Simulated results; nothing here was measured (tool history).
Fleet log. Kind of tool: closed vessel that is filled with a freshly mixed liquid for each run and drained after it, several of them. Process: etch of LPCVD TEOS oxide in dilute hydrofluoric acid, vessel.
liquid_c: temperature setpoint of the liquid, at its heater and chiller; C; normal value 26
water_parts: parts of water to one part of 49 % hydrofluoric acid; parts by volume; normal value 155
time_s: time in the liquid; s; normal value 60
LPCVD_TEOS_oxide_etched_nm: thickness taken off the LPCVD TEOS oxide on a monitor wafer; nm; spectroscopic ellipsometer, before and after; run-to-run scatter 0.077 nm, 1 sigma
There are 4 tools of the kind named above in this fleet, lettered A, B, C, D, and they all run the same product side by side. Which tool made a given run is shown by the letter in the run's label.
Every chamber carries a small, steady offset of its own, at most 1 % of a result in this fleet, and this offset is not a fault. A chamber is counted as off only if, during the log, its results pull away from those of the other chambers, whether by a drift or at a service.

run,hour,liquid_c,water_parts,time_s,hours since the thermometer was replaced,hours since the hydrofluoric acid flow meter was replaced,"read-back film thickness of the LPCVD TEOS oxide reference wafer, read on the same gauge (nm)",LPCVD_TEOS_oxide_etched_nm
1A,9.2,26,155,60,867.7,502.3,150.01,10.0200
2D,17.4,26,155,60,210.6,58.6,150.00,9.9797
3C,26.5,26,155,60,1759.2,370.9,149.99,10.1300
4B,33.1,26,155,60,1442.2,55.5,150.01,9.8984
5B,42.7,26,155,60,1451.8,65.1,149.99,10.0250
6D,52.0,26,155,60,245.2,93.2,150.01,10.0400
7A,59.7,26,155,60,918.2,552.8,150.01,10.0510
8C,65.2,26,155,60,1797.9,409.6,150.00,10.0420
9B,74.4,26,155,60,1483.5,96.8,150.01,9.9882
10C,82.5,26,185,60,1815.2,426.9,150.00,8.2344
11A,87.7,26,185,60,946.2,580.8,149.99,8.2295
12D,96.5,26,185,60,289.7,137.7,150.00,8.0747
13A,105.5,26,185,60,964.0,598.6,150.01,8.1906
14C,112.6,26,155,60,1845.3,457.0,150.01,9.9667
15D,122.4,26,155,60,315.6,163.6,149.99,9.9700
16B,127.2,26,155,60,1536.3,149.6,149.99,10.1300
17A,137.1,26,155,60,995.6,630.2,150.00,10.3920
18B,141.7,26,155,60,1550.8,164.1,150.01,10.2060
19D,150.3,26,155,60,343.5,191.5,150.00,9.8297
20C,160.1,26,155,60,1892.8,504.5,150.01,9.9092
21B,169.3,26,155,60,1578.4,191.7,150.01,10.0800
22A,175.0,26,155,60,1033.5,668.1,150.00,10.3580
23D,184.1,26,155,60,377.3,225.3,149.99,9.9370
24C,192.9,26,155,45,1925.6,537.3,149.99,7.5949
25D,199.6,26,155,45,392.8,240.8,149.99,7.5534
26B,207.2,26,155,45,1616.3,229.6,150.01,7.4284
27A,212.6,26,155,45,1071.1,705.7,149.98,8.1271
28C,219.0,26,155,60,1951.7,563.4,150.01,10.1140
29B,225.1,26,155,60,1634.2,247.5,150.00,10.0430
30A,232.7,26,155,60,1091.2,725.8,149.99,10.7260
31C,242.6,26,155,60,1975.3,587.0,149.99,10.0460
32D,250.3,26,210,75,443.5,291.5,149.98,8.6307
33B,255.0,26,210,75,1664.1,277.4,150.00,8.5648
34D,265.1,26,210,75,458.3,306.3,150.02,8.5471
35C,272.6,26,210,75,2005.3,617.0,149.99,8.6032
36A,278.3,26,155,60,1136.8,771.4,150.02,11.1710
37D,286.4,29,190,60,479.6,327.6,150.02,8.8302

Has any chamber moved away from the others, gradually or after a service, or does the common gauge drift, or do the chambers differ only by their own small steady offsets? State the chamber and the most likely cause if one applies.

One chamber, A, drifts off from the rest bit by bit.
Most likely cause: hydrofluoric acid flow above the setpoint (%) = 9.82.
From this log alone, it may not be told apart from: liquid hotter than its thermometer reads (K).

Below are 4 candidate recipes for chamber A's next run, each the usual settings with a change, their results shown as question marks. Which of them brings A's results back in line with what the other chambers give on the usual settings?
In line here means within this much of the mean the other chambers give on the usual settings: LPCVD_TEOS_oxide_etched_nm 0.2700 nm
38A-1,293.8,25.5,155,55,,,,?
38A-2,293.8,27.5,155,60,,,,?
38A-3,293.8,26.0,150,65,,,,?
38A-4,293.8,24.5,155,60,,,,?

The other chambers' mean on the usual settings: LPCVD_TEOS_oxide_etched_nm 10.0340 nm
run,LPCVD_TEOS_oxide_etched_nm
38A-1,10.0680
38A-2,11.8520
38A-3,12.6050
38A-4,10.5680
38A-1 puts the chamber back in line with the other chambers.

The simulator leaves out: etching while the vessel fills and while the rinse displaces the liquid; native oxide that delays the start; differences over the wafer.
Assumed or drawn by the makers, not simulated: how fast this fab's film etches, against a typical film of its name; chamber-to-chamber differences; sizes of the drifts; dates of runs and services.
